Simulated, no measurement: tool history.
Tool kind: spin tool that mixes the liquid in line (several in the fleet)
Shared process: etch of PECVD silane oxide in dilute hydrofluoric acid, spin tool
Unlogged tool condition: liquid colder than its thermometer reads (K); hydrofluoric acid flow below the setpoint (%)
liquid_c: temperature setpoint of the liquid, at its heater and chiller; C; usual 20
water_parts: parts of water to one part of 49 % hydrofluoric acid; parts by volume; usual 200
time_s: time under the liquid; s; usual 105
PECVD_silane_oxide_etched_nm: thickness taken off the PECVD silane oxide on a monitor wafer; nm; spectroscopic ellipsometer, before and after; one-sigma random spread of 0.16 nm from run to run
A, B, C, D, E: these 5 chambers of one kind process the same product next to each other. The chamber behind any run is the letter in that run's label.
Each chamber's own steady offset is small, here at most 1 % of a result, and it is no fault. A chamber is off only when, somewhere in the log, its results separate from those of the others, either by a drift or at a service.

| run | day | liquid_c | water_parts | time_s | hours since the thermometer was replaced | hours since the hydrofluoric acid flow meter was replaced | read-back film thickness of the PECVD silane oxide reference wafer, read on the same gauge (nm) | PECVD_silane_oxide_etched_nm |
|---|---|---|---|---|---|---|---|---|
| 1E | 0.475 | 20 | 200 | 105 | 1310.6 | 793.6 | 59.986 | 19.926 |
| 2D | 0.958 | 20 | 200 | 105 | 213.8 | 929.9 | 59.989 | 19.933 |
| 3A | 1.388 | 20 | 200 | 105 | 199.5 | 267.2 | 60.007 | 19.88 |
| 4C | 1.921 | 20 | 200 | 105 | 1062.3 | 521.9 | 60.012 | 19.992 |
| 5B | 2.408 | 20 | 200 | 105 | 310 | 323.1 | 60.026 | 20.262 |
| 6D | 2.838 | 20 | 200 | 105 | 258.9 | 975 | 60.009 | 20.225 |
| 7E | 3.354 | 20 | 135 | 105 | 1379.7 | 862.7 | 60.018 | 31.6 |
| 8B | 3.779 | 20 | 135 | 105 | 342.9 | 356 | 59.983 | 32.217 |
| 9C | 4.404 | 20 | 135 | 105 | 1121.9 | 581.5 | 59.992 | 31.298 |
| 10A | 4.879 | 20 | 135 | 105 | 283.3 | 351 | 59.988 | 31.512 |
| 11A | 5.154 | 20 | 135 | 105 | 289.9 | 357.6 | 59.983 | 31.179 |
| 12C | 5.575 | 20 | 200 | 105 | 1150 | 609.6 | 59.999 | 19.952 |
| 13B | 5.917 | 20 | 260 | 105 | 394.2 | 407.3 | 60.022 | 14.549 |
| 14D | 6.262 | 20 | 260 | 105 | 341.1 | 1057.2 | 59.999 | 14.633 |
|  | 6.733 | chamber E: hydrofluoric acid flow meter replaced |
| 15E | 6.867 | 20 | 260 | 105 | 1464 | 3.2 | 60.02 | 14.389 |
| 16B | 7.317 | 20 | 260 | 105 | 427.8 | 440.9 | 60.014 | 14.778 |
| 17A | 7.692 | 20 | 260 | 105 | 350.8 | 418.5 | 60.007 | 13.823 |
| 18D | 8.3 | 20 | 200 | 105 | 390 | 1106.1 | 59.994 | 20.229 |
| 19E | 8.817 | 20 | 200 | 105 | 1510.8 | 50 | 60.008 | 20.106 |
| 20C | 9.333 | 20 | 160 | 85 | 1240.2 | 699.8 | 59.996 | 20.943 |
| 21A | 9.825 | 20 | 160 | 85 | 402 | 469.7 | 60.013 | 20.371 |
| 22D | 10.342 | 20 | 160 | 85 | 439 | 1155.1 | 59.981 | 21.159 |
| 23B | 10.733 | 20 | 160 | 85 | 509.8 | 522.9 | 60.026 | 21.407 |
| 24C | 11.033 | 20 | 160 | 85 | 1281 | 740.6 | 59.99 | 21.052 |
| 25E | 11.508 | 20 | 200 | 105 | 1575.4 | 114.6 | 59.997 | 19.855 |
| 26E | 12.112 | 20 | 200 | 105 | 1589.9 | 129.1 | 59.991 | 19.85 |
| 27A | 12.396 | 20 | 200 | 105 | 463.7 | 531.4 | 60.004 | 18.621 |
| 28D | 12.738 | 20 | 200 | 105 | 496.5 | 1212.6 | 59.974 | 19.905 |
| 29C | 13.125 | 20 | 200 | 105 | 1331.2 | 790.8 | 59.997 | 19.988 |
|  | 13.621 | chamber E: thermometer replaced |
| 30B | 13.738 | 20 | 200 | 105 | 581.9 | 595 | 60.013 | 20.08 |
| 31C | 14.033 | 20 | 200 | 105 | 1353 | 812.6 | 60.024 | 19.998 |
| 32D | 14.446 | 20 | 200 | 105 | 537.5 | 1253.6 | 60.005 | 20.073 |
| 33E | 14.808 | 20 | 200 | 105 | 28.5 | 193.8 | 59.986 | 19.951 |

One chamber off, gauge drift, or nothing amiss beyond the chambers' own small offsets? If it is a chamber, which one, and what is the likeliest cause?

It is chamber A that slowly wanders off from its peers.
Cause: hydrofluoric acid flow below the setpoint (%) = 6.67.
The log may not separate it from: liquid colder than its thermometer reads (K).

Below are 4 candidate recipes for chamber A's next run, each the usual settings with a change, their results shown as question marks. Which of them brings A's results back in line with what the other chambers give on the usual settings?
Maximum distance from the other chambers' mean on the usual settings for a result to count as in line: PECVD_silane_oxide_etched_nm 0.56 nm
| 34A-1 | 15.254 | 20 | 195 | 105 |  |  |  | ? |
| 34A-2 | 15.254 | 20 | 195 | 110 |  |  |  | ? |
| 34A-3 | 15.254 | 20 | 205 | 105 |  |  |  | ? |
| 34A-4 | 15.254 | 20 | 205 | 100 |  |  |  | ? |

Other chambers, usual settings, mean: PECVD_silane_oxide_etched_nm 20.07 nm
| run | PECVD_silane_oxide_etched_nm |
|---|---|
| 34A-1 | 18.983 |
| 34A-2 | 19.887 |
| 34A-3 | 17.855 |
| 34A-4 | 17.005 |
34A-2 brings the chamber back in line.
